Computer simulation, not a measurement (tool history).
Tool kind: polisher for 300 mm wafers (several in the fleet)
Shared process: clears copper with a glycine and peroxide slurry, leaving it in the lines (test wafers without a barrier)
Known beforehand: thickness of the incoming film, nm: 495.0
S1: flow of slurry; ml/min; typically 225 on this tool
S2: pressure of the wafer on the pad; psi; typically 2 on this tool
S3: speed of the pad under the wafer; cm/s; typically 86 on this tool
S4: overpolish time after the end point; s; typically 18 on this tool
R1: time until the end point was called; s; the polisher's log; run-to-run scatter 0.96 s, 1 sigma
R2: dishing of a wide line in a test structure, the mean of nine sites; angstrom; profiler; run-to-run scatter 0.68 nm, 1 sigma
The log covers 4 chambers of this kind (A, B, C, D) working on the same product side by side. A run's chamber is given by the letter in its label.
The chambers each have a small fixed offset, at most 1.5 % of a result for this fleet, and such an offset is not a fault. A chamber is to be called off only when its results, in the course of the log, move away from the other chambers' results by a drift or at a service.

| run | hour | S1 | S2 | S3 | S4 | R1 | R2 |
|---|---|---|---|---|---|---|---|
| 1A | 6.8 | 225 | 2 | 86 | 18 | 110.53 | 370.56 |
|  | 9.6 | chamber B: slurry nozzle cleaned |
| 2C | 13.5 | 225 | 2 | 86 | 18 | 108.42 | 365.22 |
| 3D | 21 | 225 | 2 | 86 | 18 | 111.71 | 364.52 |
| 4B | 25.7 | 225 | 2 | 86 | 18 | 110.06 | 367.13 |
| 5D | 33.7 | 225 | 2 | 86 | 18 | 111.1 | 363.26 |
| 6C | 40.6 | 225 | 2 | 86 | 18 | 109.37 | 357.85 |
| 7B | 44.4 | 160 | 2.6 | 86 | 18 | 94.617 | 377.69 |
| 8A | 49.6 | 160 | 2.6 | 86 | 18 | 95.626 | 386.25 |
| 9D | 57.1 | 160 | 2.6 | 86 | 18 | 94.348 | 386.71 |
| 10C | 62.2 | 160 | 2.6 | 86 | 18 | 94.993 | 381.57 |
| 11B | 70.6 | 225 | 2 | 86 | 18 | 109.37 | 364.76 |
|  | 72.2 | chamber D: worn pad replaced by a new one |
| 12A | 75.2 | 225 | 2 | 86 | 18 | 111.43 | 367.18 |
| 13A | 81.7 | 225 | 2 | 86 | 18 | 114.4 | 360.85 |
| 14B | 86.3 | 225 | 2.5 | 110 | 18 | 75.029 | 396.27 |
|  | 89.1 | chamber C: worn pad replaced by a new one |
| 15C | 89.9 | 225 | 2.5 | 110 | 18 | 76.268 | 410.17 |
|  | 90 | chamber A: slurry nozzle cleaned |
| 16D | 97.6 | 225 | 2.5 | 110 | 18 | 76.292 | 409.54 |
| 17B | 104.1 | 225 | 2.5 | 110 | 18 | 74.893 | 400.85 |
| 18C | 109.2 | 225 | 2 | 86 | 18 | 110.27 | 367.95 |
| 19D | 116.4 | 225 | 2 | 86 | 18 | 110.31 | 363.05 |
|  | 118.7 | chamber B: worn pad replaced by a new one |
| 20A | 122.1 | 225 | 2 | 86 | 18 | 112.15 | 358.8 |
|  | 129.5 | chamber B: head pressure recalibrated |
| 21B | 129.8 | 225 | 2 | 86 | 18 | 108.13 | 359.29 |
| 22A | 136.6 | 225 | 2 | 86 | 18 | 114.34 | 357.89 |
|  | 137.1 | chamber A: worn pad replaced by a new one |
| 23C | 141.3 | 225 | 2 | 86 | 18 | 109.06 | 356.3 |
| 24D | 149.2 | 225 | 2 | 86 | 18 | 110.26 | 369.08 |
| 25C | 155 | 225 | 2 | 86 | 18 | 110.38 | 365.14 |
| 26A | 161.9 | 225 | 2 | 86 | 18 | 113.67 | 363.34 |
| 27B | 165.9 | 225 | 2 | 86 | 18 | 109.74 | 359.05 |
| 28D | 172.4 | 225 | 2 | 86 | 18 | 110.91 | 357.19 |
| 29B | 180.3 | 190 | 2 | 86 | 9 | 113.2 | 234.68 |
| 30A | 188.7 | 190 | 2 | 86 | 9 | 119.37 | 228.26 |
| 31D | 194.7 | 190 | 2 | 86 | 9 | 115.94 | 235.89 |
| 32C | 201 | 190 | 2 | 86 | 9 | 112.72 | 229.14 |

For the next run the whole fleet of 4 chambers uses the same settings. Give each chamber's results:
| 33A | 207 | 225 | 2.4 | 86 | 18 | ? | ? |
| 33B | 207 | 225 | 2.4 | 86 | 18 | ? | ? |
| 33C | 207 | 225 | 2.4 | 86 | 18 | ? | ? |
| 33D | 207 | 225 | 2.4 | 86 | 18 | ? | ? |

| run | R1 | R2 |
|---|---|---|
| 33A | 102.13 | 377.34 |
| 33B | 94.486 | 367.96 |
| 33C | 95.508 | 376.67 |
| 33D | 96.483 | 385 |
